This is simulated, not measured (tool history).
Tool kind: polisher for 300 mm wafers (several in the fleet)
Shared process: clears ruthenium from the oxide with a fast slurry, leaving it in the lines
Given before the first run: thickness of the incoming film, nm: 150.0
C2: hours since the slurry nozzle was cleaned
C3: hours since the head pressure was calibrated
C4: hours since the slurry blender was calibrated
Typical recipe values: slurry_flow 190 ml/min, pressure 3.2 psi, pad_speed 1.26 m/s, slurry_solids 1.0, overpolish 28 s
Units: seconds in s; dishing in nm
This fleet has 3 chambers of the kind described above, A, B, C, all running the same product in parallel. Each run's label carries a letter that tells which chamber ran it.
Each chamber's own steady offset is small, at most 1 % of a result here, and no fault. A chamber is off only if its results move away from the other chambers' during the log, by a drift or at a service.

{"hour": 5.7, "done": "chamber A: worn pad replaced by a new one"}
{"run": "1A", "hour": 8.9, "slurry_flow": 190, "pressure": 3.2, "pad_speed": 1.26, "slurry_solids": 1.0, "overpolish": 28, "wafers polished on this pad": 40, "C2": 96.6, "C3": 949.3, "C4": 14.6, "seconds": 26.67, "dishing": 87.899}
{"run": "2C", "hour": 18.8, "slurry_flow": 190, "pressure": 3.2, "pad_speed": 1.26, "slurry_solids": 1.0, "overpolish": 28, "wafers polished on this pad": 584, "C2": 450.4, "C3": 283.3, "C4": 78.8, "seconds": 26.27, "dishing": 86.892}
{"hour": 22.8, "done": "chamber B: worn pad replaced by a new one"}
{"run": "3B", "hour": 26.8, "slurry_flow": 190, "pressure": 3.2, "pad_speed": 1.26, "slurry_solids": 1.0, "overpolish": 28, "wafers polished on this pad": 51, "C2": 156.3, "C3": 322.3, "C4": 51.3, "seconds": 28.037, "dishing": 87.318}
{"run": "4A", "hour": 31.8, "slurry_flow": 190, "pressure": 3.2, "pad_speed": 1.26, "slurry_solids": 1.0, "overpolish": 28, "wafers polished on this pad": 329, "C2": 119.5, "C3": 972.2, "C4": 37.5, "seconds": 26.794, "dishing": 86.857}
{"run": "5C", "hour": 41.8, "slurry_flow": 190, "pressure": 3.2, "pad_speed": 1.26, "slurry_solids": 1.0, "overpolish": 28, "wafers polished on this pad": 874, "C2": 473.4, "C3": 306.3, "C4": 101.8, "seconds": 26.969, "dishing": 86.829}
{"run": "6B", "hour": 50.8, "slurry_flow": 190, "pressure": 2.7, "pad_speed": 1.58, "slurry_solids": 1.0, "overpolish": 28, "wafers polished on this pad": 353, "C2": 180.3, "C3": 346.3, "C4": 75.3, "seconds": 25.975, "dishing": 89.067}
{"run": "7A", "hour": 59.8, "slurry_flow": 190, "pressure": 2.7, "pad_speed": 1.58, "slurry_solids": 1.0, "overpolish": 28, "wafers polished on this pad": 682, "C2": 147.5, "C3": 1000.2, "C4": 65.5, "seconds": 25.746, "dishing": 92.883}
{"run": "8C", "hour": 67.7, "slurry_flow": 190, "pressure": 2.7, "pad_speed": 1.58, "slurry_solids": 1.0, "overpolish": 28, "wafers polished on this pad": 1200, "C2": 499.3, "C3": 332.2, "C4": 127.7, "seconds": 26.3, "dishing": 89.906}
{"run": "9B", "hour": 75.7, "slurry_flow": 190, "pressure": 3.2, "pad_speed": 1.26, "slurry_solids": 1.0, "overpolish": 28, "wafers polished on this pad": 667, "C2": 205.2, "C3": 371.2, "C4": 100.2, "seconds": 28.58, "dishing": 85.235}
{"hour": 77.6, "done": "chamber C: worn pad replaced by a new one"}
{"hour": 80.9, "done": "chamber A: worn pad replaced by a new one"}
{"run": "10A", "hour": 84.9, "slurry_flow": 190, "pressure": 3.2, "pad_speed": 1.26, "slurry_solids": 1.0, "overpolish": 28, "wafers polished on this pad": 50, "C2": 172.6, "C3": 1025.3, "C4": 90.6, "seconds": 27.585, "dishing": 86.015}
{"run": "11C", "hour": 91.0, "slurry_flow": 190, "pressure": 3.2, "pad_speed": 1.26, "slurry_solids": 1.0, "overpolish": 28, "wafers polished on this pad": 169, "C2": 522.6, "C3": 355.5, "C4": 151.0, "seconds": 27.277, "dishing": 86.343}
{"run": "12B", "hour": 100.1, "slurry_flow": 190, "pressure": 3.2, "pad_speed": 1.26, "slurry_solids": 1.0, "overpolish": 28, "wafers polished on this pad": 975, "C2": 229.6, "C3": 395.6, "C4": 124.6, "seconds": 27.981, "dishing": 85.645}
{"hour": 101.4, "done": "chamber B: worn pad replaced by a new one"}
{"run": "13A", "hour": 108.2, "slurry_flow": 190, "pressure": 3.2, "pad_speed": 1.26, "slurry_solids": 1.0, "overpolish": 28, "wafers polished on this pad": 344, "C2": 195.9, "C3": 1048.6, "C4": 113.9, "seconds": 26.673, "dishing": 88.927}
{"run": "14C", "hour": 116.0, "slurry_flow": 190, "pressure": 3.2, "pad_speed": 1.26, "slurry_solids": 1.0, "overpolish": 28, "wafers polished on this pad": 484, "C2": 547.6, "C3": 380.5, "C4": 176.0, "seconds": 27.129, "dishing": 84.72}
{"run": "15B", "hour": 121.2, "slurry_flow": 190, "pressure": 3.2, "pad_speed": 1.26, "slurry_solids": 1.0, "overpolish": 28, "wafers polished on this pad": 249, "C2": 250.7, "C3": 416.7, "C4": 145.7, "seconds": 26.702, "dishing": 86.323}
{"run": "16C", "hour": 126.1, "slurry_flow": 190, "pressure": 3.2, "pad_speed": 1.26, "slurry_solids": 1.0, "overpolish": 28, "wafers polished on this pad": 612, "C2": 557.7, "C3": 390.6, "C4": 186.1, "seconds": 27.15, "dishing": 84.205}
{"run": "17B", "hour": 136.2, "slurry_flow": 190, "pressure": 3.2, "pad_speed": 1.26, "slurry_solids": 1.0, "overpolish": 28, "wafers polished on this pad": 438, "C2": 265.7, "C3": 431.7, "C4": 160.7, "seconds": 28.145, "dishing": 87.387}
{"run": "18A", "hour": 141.0, "slurry_flow": 190, "pressure": 3.2, "pad_speed": 1.26, "slurry_solids": 1.0, "overpolish": 28, "wafers polished on this pad": 757, "C2": 228.7, "C3": 1081.4, "C4": 146.7, "seconds": 25.548, "dishing": 89.607}
{"run": "19A", "hour": 150.4, "slurry_flow": 190, "pressure": 3.2, "pad_speed": 1.26, "slurry_solids": 1.0, "overpolish": 28, "wafers polished on this pad": 875, "C2": 238.1, "C3": 1090.8, "C4": 156.1, "seconds": 26.579, "dishing": 88.176}
{"hour": 156.6, "done": "chamber A: worn pad replaced by a new one"}
{"run": "20C", "hour": 160.5, "slurry_flow": 190, "pressure": 3.2, "pad_speed": 1.26, "slurry_solids": 1.0, "overpolish": 28, "wafers polished on this pad": 1045, "C2": 592.1, "C3": 425.0, "C4": 220.5, "seconds": 27.355, "dishing": 86.436}
{"run": "21B", "hour": 169.6, "slurry_flow": 190, "pressure": 3.2, "pad_speed": 1.26, "slurry_solids": 1.0, "overpolish": 28, "wafers polished on this pad": 859, "C2": 299.1, "C3": 465.1, "C4": 194.1, "seconds": 27.861, "dishing": 86.681}
{"run": "22B", "hour": 175.4, "slurry_flow": 190, "pressure": 3.2, "pad_speed": 1.26, "slurry_solids": 1.0, "overpolish": 28, "wafers polished on this pad": 932, "C2": 304.9, "C3": 470.9, "C4": 199.9, "seconds": 27.41, "dishing": 87.836}
{"hour": 177.4, "done": "chamber A: slurry blender recalibrated"}
{"hour": 182.7, "done": "chamber B: worn pad replaced by a new one"}
{"run": "23C", "hour": 184.9, "slurry_flow": 190, "pressure": 3.2, "pad_speed": 1.26, "slurry_solids": 1.0, "overpolish": 28, "wafers polished on this pad": 1352, "C2": 616.5, "C3": 449.4, "C4": 244.9, "seconds": 27.9, "dishing": 85.748}
{"hour": 190.9, "done": "chamber C: worn pad replaced by a new one"}
{"run": "24A", "hour": 192.4, "slurry_flow": 190, "pressure": 3.2, "pad_speed": 1.26, "slurry_solids": 1.0, "overpolish": 28, "wafers polished on this pad": 451, "C2": 280.1, "C3": 1132.8, "C4": 15.0, "seconds": 26.76, "dishing": 85.209}
{"run": "25C", "hour": 200.3, "slurry_flow": 190, "pressure": 3.2, "pad_speed": 1.62, "slurry_solids": 0.8, "overpolish": 28, "wafers polished on this pad": 119, "C2": 631.9, "C3": 464.8, "C4": 260.3, "seconds": 23.791, "dishing": 93.871}
{"hour": 204.2, "done": "chamber B: slurry blender recalibrated"}
{"run": "26A", "hour": 206.3, "slurry_flow": 190, "pressure": 3.2, "pad_speed": 1.62, "slurry_solids": 0.8, "overpolish": 28, "wafers polished on this pad": 626, "C2": 294.0, "C3": 1146.7, "C4": 28.9, "seconds": 22.716, "dishing": 96.126}
{"run": "27B", "hour": 215.7, "slurry_flow": 190, "pressure": 3.2, "pad_speed": 1.62, "slurry_solids": 0.8, "overpolish": 28, "wafers polished on this pad": 416, "C2": 345.2, "C3": 511.2, "C4": 11.6, "seconds": 24.131, "dishing": 91.552}
{"hour": 217.3, "done": "chamber A: worn pad replaced by a new one"}
{"run": "28B", "hour": 221.0, "slurry_flow": 190, "pressure": 3.2, "pad_speed": 1.62, "slurry_solids": 1.0, "overpolish": 28, "wafers polished on this pad": 483, "C2": 350.5, "C3": 516.5, "C4": 16.9, "seconds": 20.968, "dishing": 99.724}
{"run": "29A", "hour": 226.6, "slurry_flow": 190, "pressure": 3.2, "pad_speed": 1.62, "slurry_solids": 1.0, "overpolish": 28, "wafers polished on this pad": 117, "C2": 314.3, "C3": 1167.0, "C4": 49.2, "seconds": 20.794, "dishing": 101.68}
{"run": "30C", "hour": 236.6, "slurry_flow": 190, "pressure": 3.2, "pad_speed": 1.62, "slurry_solids": 1.0, "overpolish": 28, "wafers polished on this pad": 576, "C2": 668.2, "C3": 501.1, "C4": 296.6, "seconds": 21.506, "dishing": 97.58}
{"run": "31C", "hour": 243.5, "slurry_flow": 190, "pressure": 3.2, "pad_speed": 1.26, "slurry_solids": 1.0, "overpolish": 28, "wafers polished on this pad": 663, "C2": 675.1, "C3": 508.0, "C4": 303.5, "seconds": 27.582, "dishing": 82.971}
{"run": "32A", "hour": 249.6, "slurry_flow": 190, "pressure": 3.2, "pad_speed": 1.26, "slurry_solids": 1.0, "overpolish": 28, "wafers polished on this pad": 407, "C2": 337.3, "C3": 1190.0, "C4": 72.2, "seconds": 26.615, "dishing": 89.948}
{"run": "33B", "hour": 255.2, "slurry_flow": 190, "pressure": 3.2, "pad_speed": 1.26, "slurry_solids": 1.0, "overpolish": 28, "wafers polished on this pad": 913, "C2": 384.7, "C3": 550.7, "C4": 51.1, "seconds": 28.283, "dishing": 86.874}
{"hour": 258.2, "done": "chamber A: slurry nozzle cleaned"}
{"run": "34C", "hour": 264.4, "slurry_flow": 190, "pressure": 3.2, "pad_speed": 1.26, "slurry_solids": 1.0, "overpolish": 28, "wafers polished on this pad": 926, "C2": 696.0, "C3": 528.9, "C4": 324.4, "seconds": 27.14, "dishing": 85.841}
{"hour": 269.8, "done": "chamber B: worn pad replaced by a new one"}
{"run": "35B", "hour": 272.9, "slurry_flow": 190, "pressure": 3.2, "pad_speed": 1.26, "slurry_solids": 1.0, "overpolish": 28, "wafers polished on this pad": 39, "C2": 402.4, "C3": 568.4, "C4": 68.8, "seconds": 26.484, "dishing": 86.423}
{"run": "36A", "hour": 278.0, "slurry_flow": 190, "pressure": 3.2, "pad_speed": 1.26, "slurry_solids": 1.0, "overpolish": 28, "wafers polished on this pad": 765, "C2": 19.8, "C3": 1218.4, "C4": 100.6, "seconds": 27.277, "dishing": 87.167}
{"hour": 282.2, "done": "chamber C: worn pad replaced by a new one"}
{"run": "37C", "hour": 283.3, "slurry_flow": 190, "pressure": 3.2, "pad_speed": 1.26, "slurry_solids": 1.0, "overpolish": 28, "wafers polished on this pad": 14, "C2": 714.9, "C3": 547.8, "C4": 343.3, "seconds": 27.108, "dishing": 86.408}

Read the log: is a single chamber off, either drifting away or since a service, is the gauge that measures every chamber drifting, or is nothing wrong beyond small per-chamber offsets? Name any odd chamber and what most likely caused it.

Neither any chamber nor the gauge drifts; the chambers differ only by their own small, steady offsets.
